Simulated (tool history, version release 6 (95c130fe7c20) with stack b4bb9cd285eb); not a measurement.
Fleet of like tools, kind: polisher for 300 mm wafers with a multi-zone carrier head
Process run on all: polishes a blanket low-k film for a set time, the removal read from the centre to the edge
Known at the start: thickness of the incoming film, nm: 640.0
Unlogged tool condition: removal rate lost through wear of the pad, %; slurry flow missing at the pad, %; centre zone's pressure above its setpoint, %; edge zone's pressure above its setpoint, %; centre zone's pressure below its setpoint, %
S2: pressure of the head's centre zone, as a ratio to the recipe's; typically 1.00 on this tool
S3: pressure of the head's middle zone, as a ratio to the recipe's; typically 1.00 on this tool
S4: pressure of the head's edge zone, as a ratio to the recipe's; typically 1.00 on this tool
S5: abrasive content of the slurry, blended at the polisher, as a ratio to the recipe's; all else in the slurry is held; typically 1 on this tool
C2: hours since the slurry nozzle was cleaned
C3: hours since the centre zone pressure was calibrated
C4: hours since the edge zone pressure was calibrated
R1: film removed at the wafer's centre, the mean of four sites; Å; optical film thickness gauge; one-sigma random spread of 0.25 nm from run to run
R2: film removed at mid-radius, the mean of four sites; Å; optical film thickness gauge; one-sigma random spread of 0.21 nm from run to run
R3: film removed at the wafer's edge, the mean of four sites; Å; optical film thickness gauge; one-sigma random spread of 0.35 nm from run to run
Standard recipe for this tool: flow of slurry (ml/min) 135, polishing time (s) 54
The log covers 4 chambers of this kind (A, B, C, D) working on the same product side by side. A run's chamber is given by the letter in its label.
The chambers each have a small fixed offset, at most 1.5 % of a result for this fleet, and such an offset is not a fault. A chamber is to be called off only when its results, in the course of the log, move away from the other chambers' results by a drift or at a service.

Run 1A, hour 4.5: usual settings; wafers polished on this pad 316; C2 77.9; C3 778.0; C4 579.9. Result: R1 277.04 Å, R2 284.21 Å, R3 279.17 Å.
Run 2D, hour 12.1: usual settings; wafers polished on this pad 1236; C2 455.7; C3 1143.1; C4 213.5. Result: R1 283.11 Å, R2 283.55 Å, R3 284.08 Å.
At hour 13.3: chamber B: worn pad replaced by a new one.
At hour 13.6: chamber D: worn pad replaced by a new one.
Run 3B, hour 16.4: usual settings; wafers polished on this pad 20; C2 534.4; C3 99.7; C4 743.4. Result: R1 286.52 Å, R2 286.16 Å, R3 282.71 Å.
Run 4C, hour 20.8: usual settings; wafers polished on this pad 469; C2 554.0; C3 96.3; C4 276.2. Result: R1 286.16 Å, R2 280.14 Å, R3 289.67 Å.
Run 5B, hour 24.9: usual settings; wafers polished on this pad 77; C2 542.9; C3 108.2; C4 751.9. Result: R1 288.11 Å, R2 285.23 Å, R3 286.47 Å.
Run 6C, hour 30.0: usual settings; wafers polished on this pad 530; C2 563.2; C3 105.5; C4 285.4. Result: R1 282.80 Å, R2 283.66 Å, R3 287.41 Å.
At hour 37.1: chamber A: worn pad replaced by a new one.
Run 7A, hour 37.7: usual settings; wafers polished on this pad 4; C2 111.1; C3 811.2; C4 613.1. Result: R1 279.07 Å, R2 286.15 Å, R3 281.15 Å.
Run 8D, hour 43.3: usual settings; wafers polished on this pad 197; C2 486.9; C3 1174.3; C4 244.7. Result: R1 279.20 Å, R2 284.27 Å, R3 281.70 Å.
Run 9C, hour 47.4: usual settings; wafers polished on this pad 645; C2 580.6; C3 122.9; C4 302.8. Result: R1 277.73 Å, R2 284.96 Å, R3 286.33 Å.
At hour 49.5: chamber C: worn pad replaced by a new one.
Run 10A, hour 54.9: usual settings but S2 0.94, S3 1.12; wafers polished on this pad 118; C2 128.3; C3 828.4; C4 630.3. Result: R1 262.79 Å, R2 315.49 Å, R3 279.77 Å.
At hour 59.5: chamber D: centre zone pressure recalibrated.
Run 11B, hour 61.9: usual settings but S2 0.94, S3 1.12; wafers polished on this pad 322; C2 579.9; C3 145.2; C4 788.9. Result: R1 266.32 Å, R2 316.86 Å, R3 282.00 Å.
Run 12D, hour 67.4: usual settings but S2 0.94, S3 1.12; wafers polished on this pad 356; C2 511.0; C3 7.9; C4 268.8. Result: R1 263.89 Å, R2 317.59 Å, R3 281.18 Å.
At hour 71.0: chamber C: slurry nozzle cleaned.
Run 13C, hour 71.6: usual settings but S2 0.94, S3 1.12; wafers polished on this pad 146; C2 0.7; C3 147.1; C4 327.0. Result: R1 270.48 Å, R2 314.09 Å, R3 284.88 Å.
Run 14A, hour 76.8: usual settings; wafers polished on this pad 263; C2 150.2; C3 850.3; C4 652.2. Result: R1 280.95 Å, R2 284.58 Å, R3 279.84 Å.
Run 15D, hour 85.0: usual settings; wafers polished on this pad 473; C2 528.6; C3 25.5; C4 286.4. Result: R1 284.22 Å, R2 282.31 Å, R3 282.12 Å.
Run 16B, hour 89.0: usual settings; wafers polished on this pad 502; C2 607.0; C3 172.3; C4 816.0. Result: R1 281.13 Å, R2 280.69 Å, R3 286.53 Å.
Run 17A, hour 94.3: usual settings; wafers polished on this pad 379; C2 167.7; C3 867.8; C4 669.7. Result: R1 276.78 Å, R2 283.31 Å, R3 279.77 Å.
Run 18D, hour 98.9: usual settings; wafers polished on this pad 565; C2 542.5; C3 39.4; C4 300.3. Result: R1 283.69 Å, R2 281.16 Å, R3 277.73 Å.
Run 19C, hour 104.6: usual settings but flow of slurry (ml/min) 100; wafers polished on this pad 365; C2 33.7; C3 180.1; C4 360.0. Result: R1 259.59 Å, R2 264.36 Å, R3 267.42 Å.
At hour 110.1: chamber A: centre zone pressure recalibrated.
Run 20B, hour 111.8: usual settings but flow of slurry (ml/min) 100; wafers polished on this pad 653; C2 629.8; C3 195.1; C4 838.8. Result: R1 259.76 Å, R2 265.27 Å, R3 260.42 Å.
At hour 115.2: chamber A: worn pad replaced by a new one.
Run 21C, hour 117.4: usual settings but flow of slurry (ml/min) 100; wafers polished on this pad 450; C2 46.5; C3 192.9; C4 372.8. Result: R1 251.65 Å, R2 261.10 Å, R3 270.11 Å.
Run 22A, hour 123.1: usual settings but flow of slurry (ml/min) 100; wafers polished on this pad 53; C2 196.5; C3 13.1; C4 698.5. Result: R1 261.21 Å, R2 258.97 Å, R3 262.07 Å.
Run 23D, hour 127.3: usual settings; wafers polished on this pad 754; C2 570.9; C3 67.8; C4 328.7. Result: R1 280.89 Å, R2 283.20 Å, R3 281.66 Å.
Run 24B, hour 132.6: usual settings; wafers polished on this pad 791; C2 650.6; C3 215.9; C4 859.6. Result: R1 286.53 Å, R2 287.82 Å, R3 284.28 Å.
Run 25B, hour 141.2: usual settings; wafers polished on this pad 848; C2 659.2; C3 224.5; C4 868.2. Result: R1 283.03 Å, R2 287.30 Å, R3 285.64 Å.
At hour 144.0: chamber C: worn pad replaced by a new one.
Run 26D, hour 148.4: usual settings; wafers polished on this pad 894; C2 592.0; C3 88.9; C4 349.8. Result: R1 284.41 Å, R2 284.93 Å, R3 282.92 Å.
Run 27C, hour 153.5: usual settings; wafers polished on this pad 63; C2 82.6; C3 229.0; C4 408.9. Result: R1 272.80 Å, R2 287.59 Å, R3 289.54 Å.
Run 28A, hour 161.3: usual settings; wafers polished on this pad 306; C2 234.7; C3 51.3; C4 736.7. Result: R1 279.58 Å, R2 284.01 Å, R3 281.72 Å.
Run 29D, hour 169.5: usual settings; wafers polished on this pad 1034; C2 613.1; C3 110.0; C4 370.9. Result: R1 284.34 Å, R2 284.06 Å, R3 283.97 Å.
Run 30A, hour 177.1: usual settings but S4 0.94, polishing time (s) 66; wafers polished on this pad 411; C2 250.5; C3 67.1; C4 752.5. Result: R1 346.91 Å, R2 350.38 Å, R3 324.14 Å.
Run 31C, hour 184.4: usual settings but S4 0.94, polishing time (s) 66; wafers polished on this pad 268; C2 113.5; C3 259.9; C4 439.8. Result: R1 316.41 Å, R2 347.01 Å, R3 340.42 Å.
Run 32B, hour 191.0: usual settings but S4 0.94, polishing time (s) 66; wafers polished on this pad 1178; C2 709.0; C3 274.3; C4 918.0. Result: R1 345.75 Å, R2 351.57 Å, R3 339.29 Å.

For the next run the whole fleet of 4 chambers uses the same settings. Give each chamber's results:
Run 33A, hour 197.3: usual settings. Result: R1 ?, R2 ?, R3 ?.
Run 33B, hour 197.3: usual settings. Result: R1 ?, R2 ?, R3 ?.
Run 33C, hour 197.3: usual settings. Result: R1 ?, R2 ?, R3 ?.
Run 33D, hour 197.3: usual settings. Result: R1 ?, R2 ?, R3 ?.

run      R1      R2      R3
33A  280.00  284.83  280.31
33B  285.95  281.83  289.16
33C  260.49  289.57  285.68
33D  281.78  280.72  283.65
